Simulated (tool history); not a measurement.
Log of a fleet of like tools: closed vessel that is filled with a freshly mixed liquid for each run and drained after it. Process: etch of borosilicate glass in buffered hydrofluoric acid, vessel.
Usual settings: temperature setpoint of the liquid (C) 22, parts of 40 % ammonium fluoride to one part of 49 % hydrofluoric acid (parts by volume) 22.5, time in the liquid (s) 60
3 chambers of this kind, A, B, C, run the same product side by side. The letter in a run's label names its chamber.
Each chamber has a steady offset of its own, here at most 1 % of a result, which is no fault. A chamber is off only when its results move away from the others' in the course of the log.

| run | hour | temperature setpoint of the liquid (C) | parts of 40 % ammonium fluoride to one part of 49 % hydrofluoric acid (parts by volume) | time in the liquid (s) | read-back film thickness of the borosilicate glass reference wafer, read on the same gauge (nm) | thickness taken off the borosilicate glass on a monitor wafer (nm) |
|---|---|---|---|---|---|---|
| 1C | 14.8 | 22 | 22.5 | 60 | 59.986 | 31.131 |
|  | 23.5 | chamber C: thermometer replaced |
| 2A | 26.4 | 22 | 22.5 | 60 | 60.008 | 31.364 |
| 3B | 33.0 | 22 | 22.5 | 60 | 60.014 | 30.882 |
| 4B | 43.1 | 22 | 22.5 | 60 | 59.990 | 31.215 |
| 5C | 57.2 | 22 | 22.5 | 60 | 59.992 | 31.202 |
| 6A | 65.3 | 22 | 22.5 | 60 | 59.984 | 30.747 |
| 7C | 79.5 | 22 | 22.5 | 60 | 60.000 | 31.289 |
| 8A | 90.2 | 22 | 14.5 | 60 | 59.987 | 46.344 |
| 9B | 98.1 | 22 | 14.5 | 60 | 59.988 | 46.477 |
| 10B | 105.6 | 22 | 14.5 | 60 | 60.017 | 46.248 |
| 11C | 112.4 | 22 | 22.5 | 60 | 59.996 | 31.779 |
| 12A | 120.6 | 22 | 22.5 | 60 | 60.008 | 31.395 |
| 13B | 128.4 | 22 | 22.5 | 60 | 60.009 | 31.308 |
| 14A | 137.3 | 22 | 22.5 | 60 | 59.975 | 31.373 |
| 15C | 145.3 | 22 | 22.5 | 60 | 59.990 | 32.448 |
| 16B | 158.2 | 22 | 22.5 | 60 | 59.984 | 31.162 |
| 17A | 167.5 | 22 | 22.5 | 60 | 60.007 | 31.498 |
| 18C | 182.0 | 26 | 22.5 | 60 | 60.027 | 40.900 |
| 19A | 191.1 | 26 | 22.5 | 60 | 60.001 | 39.169 |
| 20C | 206.2 | 26 | 22.5 | 60 | 59.997 | 41.923 |

What goes on in this fleet: one chamber off, a drifting gauge, or nothing beyond the chambers' own small offsets? Name the chamber and the cause, if any.

Chamber C drifts away from the others.
Cause: hydrofluoric acid flow above the setpoint (%) = 11.9.
The log may not tell that from: liquid hotter than its thermometer reads (K).

Here are 4 candidates for chamber C's next run, each the usual settings with a change, their results left as question marks. Which one brings its results back in line with what the others give on the usual settings?
In line means no further than this from the other chambers' mean on the usual settings: thickness taken off the borosilicate glass on a monitor wafer (nm) 0.790
| 21C-1 | 217.1 | 22.0 | 23.5 | 60 |  | ? |
| 21C-2 | 217.1 | 21.5 | 24.0 | 60 |  | ? |
| 21C-3 | 217.1 | 22.5 | 21.5 | 60 |  | ? |
| 21C-4 | 217.1 | 22.0 | 22.0 | 60 |  | ? |

The other chambers' mean on the usual settings: thickness taken off the borosilicate glass on a monitor wafer (nm) 31.244
| run | thickness taken off the borosilicate glass on a monitor wafer (nm) |
|---|---|
| 21C-1 | 32.754 |
| 21C-2 | 31.405 |
| 21C-3 | 36.269 |
| 21C-4 | 34.490 |
21C-2 brings the chamber back in line.
